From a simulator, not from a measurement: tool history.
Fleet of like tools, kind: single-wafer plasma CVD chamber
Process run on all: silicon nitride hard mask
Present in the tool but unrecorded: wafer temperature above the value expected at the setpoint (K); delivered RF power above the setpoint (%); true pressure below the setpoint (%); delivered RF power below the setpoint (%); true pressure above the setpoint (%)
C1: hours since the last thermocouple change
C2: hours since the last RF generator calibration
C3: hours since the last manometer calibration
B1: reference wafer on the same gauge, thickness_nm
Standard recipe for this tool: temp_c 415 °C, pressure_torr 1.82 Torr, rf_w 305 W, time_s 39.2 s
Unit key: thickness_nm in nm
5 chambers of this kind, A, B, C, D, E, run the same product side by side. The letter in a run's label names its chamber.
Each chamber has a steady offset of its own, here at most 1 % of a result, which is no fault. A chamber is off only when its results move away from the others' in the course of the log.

Run 1B, hour 3.3: usual settings; C1 1617.7; C2 76.3; C3 1344.7; B1 38.809. Result: thickness_nm 46.235 nm.
Run 2D, hour 7.7: usual settings; C1 1251.6; C2 998.6; C3 451.2; B1 38.817. Result: thickness_nm 47.834 nm.
Run 3A, hour 12.8: usual settings; C1 126.3; C2 784.8; C3 997.5; B1 38.771. Result: thickness_nm 47.237 nm.
Run 4E, hour 15.9: usual settings; C1 2175.4; C2 725.2; C3 1190.2; B1 38.818. Result: thickness_nm 47.305 nm.
Run 5C, hour 20: usual settings but rf_w 260 W, time_s 36.1 s; C1 306.4; C2 1813.3; C3 411.6; B1 38.866. Result: thickness_nm 38.972 nm.
Run 6C, hour 24.6: usual settings but rf_w 260 W, time_s 36.1 s; C1 311; C2 1817.9; C3 416.2; B1 38.784. Result: thickness_nm 38.888 nm.
Run 7A, hour 26.9: usual settings but rf_w 260 W, time_s 36.1 s; C1 140.4; C2 798.9; C3 1011.6; B1 38.793. Result: thickness_nm 38.856 nm.
Run 8B, hour 31.2: usual settings but rf_w 260 W, time_s 36.1 s; C1 1645.6; C2 104.2; C3 1372.6; B1 38.734. Result: thickness_nm 38.409 nm.
Run 9D, hour 35.8: usual settings but rf_w 260 W, time_s 36.1 s; C1 1279.7; C2 1026.7; C3 479.3; B1 38.75. Result: thickness_nm 39.565 nm.
Run 10E, hour 40.7: usual settings but rf_w 280 W, time_s 31.9 s; C1 2200.2; C2 750; C3 1215; B1 38.763. Result: thickness_nm 36.6 nm.
At hour 41.7: chamber D: thermocouple changed; heater temperature recalibrated.
Run 11B, hour 45.1: usual settings but rf_w 280 W, time_s 31.9 s; C1 1659.5; C2 118.1; C3 1386.5; B1 38.844. Result: thickness_nm 35.583 nm.
Run 12D, hour 49.4: usual settings but rf_w 280 W, time_s 31.9 s; C1 7.8; C2 1040.3; C3 492.9; B1 38.818. Result: thickness_nm 36.443 nm.
Run 13A, hour 54.3: usual settings but rf_w 280 W, time_s 31.9 s; C1 167.8; C2 826.3; C3 1039; B1 38.835. Result: thickness_nm 36.016 nm.
Run 14E, hour 57.9: usual settings but rf_w 280 W, time_s 31.9 s; C1 2217.4; C2 767.2; C3 1232.2; B1 38.761. Result: thickness_nm 36.355 nm.
Run 15C, hour 62.8: usual settings; C1 349.2; C2 1856.1; C3 454.4; B1 38.772. Result: thickness_nm 47.333 nm.
Run 16A, hour 65.2: usual settings; C1 178.7; C2 837.2; C3 1049.9; B1 38.818. Result: thickness_nm 47.688 nm.
Run 17E, hour 68.1: usual settings; C1 2227.6; C2 777.4; C3 1242.4; B1 38.846. Result: thickness_nm 46.916 nm.
Run 18B, hour 72.7: usual settings; C1 1687.1; C2 145.7; C3 1414.1; B1 38.864. Result: thickness_nm 46.452 nm.
Run 19D, hour 77.8: usual settings but temp_c 429 °C; C1 36.2; C2 1068.7; C3 521.3; B1 38.809. Result: thickness_nm 47.333 nm.
Run 20C, hour 81.5: usual settings but temp_c 429 °C; C1 367.9; C2 1874.8; C3 473.1; B1 38.798. Result: thickness_nm 46.854 nm.
Run 21E, hour 84.4: usual settings but temp_c 429 °C; C1 2243.9; C2 793.7; C3 1258.7; B1 38.734. Result: thickness_nm 46.821 nm.
Run 22D, hour 87.6: usual settings but temp_c 429 °C; C1 46; C2 1078.5; C3 531.1; B1 38.828. Result: thickness_nm 47.002 nm.
Run 23B, hour 90.5: usual settings but temp_c 429 °C; C1 1704.9; C2 163.5; C3 1431.9; B1 38.775. Result: thickness_nm 46.186 nm.
Run 24C, hour 95.7: usual settings; C1 382.1; C2 1889; C3 487.3; B1 38.818. Result: thickness_nm 47.218 nm.
Run 25A, hour 100.7: usual settings; C1 214.2; C2 872.7; C3 1085.4; B1 38.789. Result: thickness_nm 47.283 nm.
Run 26B, hour 105.6: usual settings; C1 1720; C2 178.6; C3 1447; B1 38.843. Result: thickness_nm 46.822 nm.
Run 27C, hour 110.4: usual settings but pressure_torr 2.2 Torr, rf_w 355 W; C1 396.8; C2 1903.7; C3 502; B1 38.787. Result: thickness_nm 54.425 nm.
Run 28D, hour 112.8: usual settings but pressure_torr 2.2 Torr, rf_w 355 W; C1 71.2; C2 1103.7; C3 556.3; B1 38.783. Result: thickness_nm 55.232 nm.
Run 29A, hour 115.7: usual settings but pressure_torr 2.2 Torr, rf_w 355 W; C1 229.2; C2 887.7; C3 1100.4; B1 38.759. Result: thickness_nm 54.986 nm.
Run 30E, hour 119.2: usual settings but pressure_torr 2.2 Torr, rf_w 355 W; C1 2278.7; C2 828.5; C3 1293.5; B1 38.813. Result: thickness_nm 55.37 nm.
Run 31B, hour 123: usual settings but pressure_torr 2.2 Torr, rf_w 355 W; C1 1737.4; C2 196; C3 1464.4; B1 38.805. Result: thickness_nm 54.125 nm.
Run 32D, hour 127: usual settings; C1 85.4; C2 1117.9; C3 570.5; B1 38.84. Result: thickness_nm 47.491 nm.
Run 33E, hour 130.9: usual settings; C1 2290.4; C2 840.2; C3 1305.2; B1 38.818. Result: thickness_nm 47.66 nm.
Run 34C, hour 134.2: usual settings; C1 420.6; C2 1927.5; C3 525.8; B1 38.874. Result: thickness_nm 46.991 nm.
Run 35A, hour 138.6: usual settings; C1 252.1; C2 910.6; C3 1123.3; B1 38.761. Result: thickness_nm 47.04 nm.
Run 36B, hour 141.9: usual settings; C1 1756.3; C2 214.9; C3 1483.3; B1 38.771. Result: thickness_nm 46.087 nm.
Run 37E, hour 146.3: usual settings; C1 2305.8; C2 855.6; C3 1320.6; B1 38.826. Result: thickness_nm 47.31 nm.
Run 38C, hour 150.2: usual settings; C1 436.6; C2 1943.5; C3 541.8; B1 38.786. Result: thickness_nm 47.188 nm.
Run 39D, hour 153.8: usual settings; C1 112.2; C2 1144.7; C3 597.3; B1 38.828. Result: thickness_nm 47.594 nm.
Run 40A, hour 156.3: usual settings; C1 269.8; C2 928.3; C3 1141; B1 38.763. Result: thickness_nm 47.051 nm.
Run 41D, hour 158.8: usual settings; C1 117.2; C2 1149.7; C3 602.3; B1 38.786. Result: thickness_nm 47.316 nm.

Next, every chamber runs the same settings. What will each give?
Run 42A, hour 162.6: usual settings but time_s 44.6 s. Result: thickness_nm ?.
Run 42B, hour 162.6: usual settings but time_s 44.6 s. Result: thickness_nm ?.
Run 42C, hour 162.6: usual settings but time_s 44.6 s. Result: thickness_nm ?.
Run 42D, hour 162.6: usual settings but time_s 44.6 s. Result: thickness_nm ?.
Run 42E, hour 162.6: usual settings but time_s 44.6 s. Result: thickness_nm ?.

run  thickness_nm
42A        53.639
42B        53.139
42C        53.833
42D          53.7
42E        54.062
